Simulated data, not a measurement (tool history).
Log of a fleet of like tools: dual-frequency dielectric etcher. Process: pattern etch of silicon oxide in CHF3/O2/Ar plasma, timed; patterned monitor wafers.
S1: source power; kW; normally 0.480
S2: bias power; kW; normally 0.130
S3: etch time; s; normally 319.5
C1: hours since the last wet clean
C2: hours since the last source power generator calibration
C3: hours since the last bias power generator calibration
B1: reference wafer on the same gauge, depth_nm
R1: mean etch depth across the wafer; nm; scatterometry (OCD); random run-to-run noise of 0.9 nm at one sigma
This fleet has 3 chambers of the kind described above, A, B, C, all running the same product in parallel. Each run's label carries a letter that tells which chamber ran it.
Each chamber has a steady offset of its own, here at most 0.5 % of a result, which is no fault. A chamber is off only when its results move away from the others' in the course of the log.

run     day     S1     S2     S3     C1      C2      C3      B1      R1
 1A   0.438  0.480  0.130  319.5  216.2  1051.9  3695.2  496.95  520.99
 2B   0.912  0.480  0.130  319.5   95.4   984.7   114.7  496.85  520.78
 3C   1.362  0.480  0.130  319.5  231.7  1454.7   470.9  496.67  521.07
 4B   1.917  0.480  0.130  319.5  119.5  1008.8   138.8  496.85  522.22
      2.312  -- chamber A: bias power generator calibrated
 5A   2.554  0.480  0.130  319.5  267.0  1102.7     5.8  496.44  518.71
 6C   2.896  0.480  0.130  319.5  268.5  1491.5   507.7  496.66  521.73
 7C   3.283  0.480  0.130  319.5  277.8  1500.8   517.0  496.39  519.97
 8A   3.717  0.480  0.130  319.5  294.9  1130.6    33.7  496.29  517.74
 9B   4.196  0.480  0.130  319.5  174.2  1063.5   193.5  496.34  520.54
10B   4.479  0.480  0.130  319.5  181.0  1070.3   200.3  496.38  520.11
11A   4.812  0.480  0.130  319.5  321.2  1156.9    60.0  495.99  518.26
12C   5.333  0.480  0.130  319.5  327.0  1550.0   566.2  496.14  518.16
13B   5.704  0.480  0.130  319.5  210.4  1099.7   229.7  495.91  520.60
14C   6.088  0.480  0.130  319.5  345.1  1568.1   584.3  495.72  520.10
15A   6.646  0.480  0.130  319.5  365.2  1200.9   104.0  495.74  517.17
16B   6.929  0.480  0.130  319.5  239.8  1129.1   259.1  495.99  519.97
17C   7.300  0.480  0.130  319.5  374.2  1597.2   613.4  495.72  521.08
      7.842  -- chamber A: wet clean of the chamber
18A   7.912  0.480  0.130  319.5    1.8  1231.3   134.4  495.58  518.27
19C   8.288  0.480  0.130  319.5  397.9  1620.9   637.1  495.79  519.33
      8.321  -- chamber C: wet clean of the chamber
20A   8.683  0.480  0.130  319.5   20.3  1249.8   152.9  495.62  517.56
21B   9.058  0.550  0.100  319.5  290.9  1180.2   310.2  495.42  507.10
22B   9.346  0.550  0.100  319.5  297.8  1187.1   317.1  495.36  504.72
23C   9.846  0.550  0.100  319.5   36.7  1658.3   674.5  495.42  506.32
24A  10.392  0.480  0.130  319.5   61.3  1290.8   193.9  495.14  518.16
25B  10.929  0.480  0.130  319.5  335.8  1225.1   355.1  495.10  520.07
26C  11.496  0.480  0.130  319.5   76.3  1697.9   714.1  494.98  519.20
27A  11.867  0.480  0.130  319.5   96.7  1326.2   229.3  495.07  516.58
28A  12.388  0.480  0.130  319.5  109.2  1338.7   241.8  494.74  517.86
29C  12.754  0.480  0.130  319.5  106.5  1728.1   744.3  494.69  519.59
30B  13.058  0.550  0.103  319.5  386.9  1276.2   406.2  494.52  508.33
31C  13.662  0.550  0.103  319.5  128.3  1749.9   766.1  494.57  510.04
32A  14.142  0.550  0.103  319.5  151.3  1380.8   283.9  494.47  505.88
33B  14.704  0.480  0.130  319.5  426.4  1315.7   445.7  494.28  518.05
34B  15.217  0.480  0.130  319.5  438.7  1328.0   458.0  494.51  519.05
35A  15.800  0.480  0.130  319.5  191.1  1420.6   323.7  494.19  517.70
36C  16.367  0.480  0.158  286.5  193.2  1814.8   831.0  494.16  495.99
     16.883  -- chamber B: wet clean of the chamber
37C  16.904  0.480  0.158  286.5  206.1  1827.7   843.9  494.13  493.69
38B  17.317  0.480  0.158  286.5   10.5  1378.4   508.4  494.22  495.41
39A  17.742  0.480  0.130  319.5  237.7  1467.2   370.3  493.66  516.23
40A  18.079  0.480  0.130  319.5  245.8  1475.3   378.4  493.60  515.84
41B  18.621  0.480  0.130  398.0   41.8  1409.7   539.7  494.05  645.57
42C  19.083  0.480  0.130  398.0  258.4  1880.0   896.2  493.70  644.68
43B  19.729  0.480  0.130  398.0   68.4  1436.3   566.3  493.66  644.29

Next, all 3 chambers run the settings below, one line each with question marks for the results. What does each chamber give?
44A  20.200  0.480  0.130  319.5                   ?
44B  20.200  0.480  0.130  319.5                   ?
44C  20.200  0.480  0.130  319.5                   ?

run      R1
44A  513.73
44B  516.76
44C  517.83
